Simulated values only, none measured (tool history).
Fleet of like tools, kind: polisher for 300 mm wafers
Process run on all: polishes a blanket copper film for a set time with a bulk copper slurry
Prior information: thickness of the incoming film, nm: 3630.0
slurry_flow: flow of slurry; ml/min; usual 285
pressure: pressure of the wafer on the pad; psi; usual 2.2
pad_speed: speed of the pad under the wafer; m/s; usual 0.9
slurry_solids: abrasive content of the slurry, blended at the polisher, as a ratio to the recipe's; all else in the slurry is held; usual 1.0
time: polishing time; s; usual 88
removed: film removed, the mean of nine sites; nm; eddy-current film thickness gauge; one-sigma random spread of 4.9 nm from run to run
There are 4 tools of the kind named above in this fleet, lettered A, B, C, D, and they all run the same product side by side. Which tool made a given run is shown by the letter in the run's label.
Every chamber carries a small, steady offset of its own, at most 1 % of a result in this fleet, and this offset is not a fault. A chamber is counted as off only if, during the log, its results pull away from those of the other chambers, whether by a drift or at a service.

run	hour	slurry_flow	pressure	pad_speed	slurry_solids	time	removed
1B	6.4	285	2.2	0.9	1.0	88	652.51
2A	17.3	285	2.2	0.9	1.0	88	644.74
3D	27.7	285	2.2	0.9	1.0	88	651.04
4C	38.3	285	2.2	0.9	1.0	88	650.90
5B	49.9	285	2.2	0.9	1.0	88	647.03
6A	57.6	285	2.2	0.9	1.0	88	649.59
# hour 57.8: chamber A: worn pad replaced by a new one
# hour 58.0: chamber C: slurry nozzle cleaned
# hour 63.2: chamber D: worn pad replaced by a new one
7C	70.0	285	2.2	0.9	1.0	88	650.72
8D	76.7	285	1.8	0.9	1.0	88	534.12
9C	88.1	285	1.8	0.9	1.0	88	534.13
10B	94.9	285	1.8	0.9	1.0	88	533.79
# hour 99.0: chamber B: worn pad replaced by a new one
11A	106.1	285	1.8	0.9	1.0	88	526.48
12D	112.7	285	2.2	0.9	1.0	88	657.12
# hour 114.1: chamber C: slurry blender recalibrated
13B	119.7	285	2.2	0.9	1.0	88	649.02
14A	130.0	370	1.5	0.9	1.0	88	450.70
15C	138.0	370	1.5	0.9	1.0	88	454.07
16D	144.1	370	1.5	0.9	1.0	88	451.51
# hour 149.6: chamber C: worn pad replaced by a new one
# hour 151.1: chamber D: worn pad replaced by a new one
17D	151.4	370	1.5	0.9	1.0	88	450.27
# hour 156.2: chamber A: slurry nozzle cleaned
18A	161.6	285	2.2	0.9	1.0	88	664.05
# hour 170.4: chamber B: head pressure recalibrated
19C	170.8	285	2.2	0.9	1.0	88	646.66
20B	180.9	285	2.2	0.9	1.0	88	641.56
21B	192.3	285	2.2	0.9	1.0	88	648.47
22A	199.6	285	2.2	0.9	1.0	88	668.43
23C	211.1	285	2.2	0.9	1.0	88	648.01
# hour 216.6: chamber A: slurry blender recalibrated
# hour 221.8: chamber A: worn pad replaced by a new one
24D	222.6	285	2.2	0.9	1.0	88	646.15
# hour 225.3: chamber D: worn pad replaced by a new one
25B	228.2	285	2.2	0.9	1.0	88	646.73
# hour 238.1: chamber D: slurry blender recalibrated
26A	239.3	285	2.2	0.9	1.2	88	687.94
# hour 240.2: chamber B: slurry blender recalibrated
27D	247.3	285	2.2	0.9	1.2	88	677.31
# hour 248.9: chamber B: worn pad replaced by a new one
28C	255.4	285	2.2	0.9	1.2	88	670.05
29A	261.6	285	2.2	0.9	1.2	88	698.11
30C	267.5	285	2.2	0.9	1.0	88	647.32
# hour 272.3: chamber C: slurry blender recalibrated
31B	274.0	335	2.2	0.9	1.0	88	657.53
32D	284.7	335	2.2	0.9	1.0	88	661.60
33B	293.1	335	2.2	0.9	1.0	88	657.65
34A	301.8	335	2.2	0.9	1.0	88	697.40
# hour 311.8: chamber D: worn pad replaced by a new one
35C	314.1	285	2.2	0.9	1.0	88	643.16
36D	324.3	285	2.2	0.9	1.0	88	656.04
37C	331.4	285	2.2	0.9	1.0	88	644.75
38A	337.7	285	2.2	0.9	1.0	88	685.66
39B	346.6	285	2.2	0.9	1.0	88	649.03
40D	358.8	285	2.2	0.9	1.0	88	649.58
41A	365.1	285	2.2	0.9	1.0	88	699.53

Has any chamber moved away from the others, gradually or after a service, or does the common gauge drift, or do the chambers differ only by their own small steady offsets? State the chamber and the most likely cause if one applies.

Little by little, chamber A moves away from the other chambers.
What lies behind it: head's pressure above its setpoint, % = 8.44.

Here are 4 candidates for chamber A's next run, each the usual settings with a change, their results left as question marks. Which one brings its results back in line with what the others give on the usual settings?
Counts as in line when no further than this from what the other chambers average on the usual settings: removed 17.00 nm
42A-1	374.0	285	2.1	0.90	1.0	85	?
42A-2	374.0	285	2.2	0.92	1.0	89	?
42A-3	374.0	285	2.3	0.90	1.0	91	?
42A-4	374.0	285	2.2	0.88	1.0	88	?

The mean the other chambers reach with the usual settings: removed 648.43 nm
run	removed
42A-1	642.56
42A-2	720.87
42A-3	754.47
42A-4	682.07
42A-1 puts the chamber back in line with the other chambers.
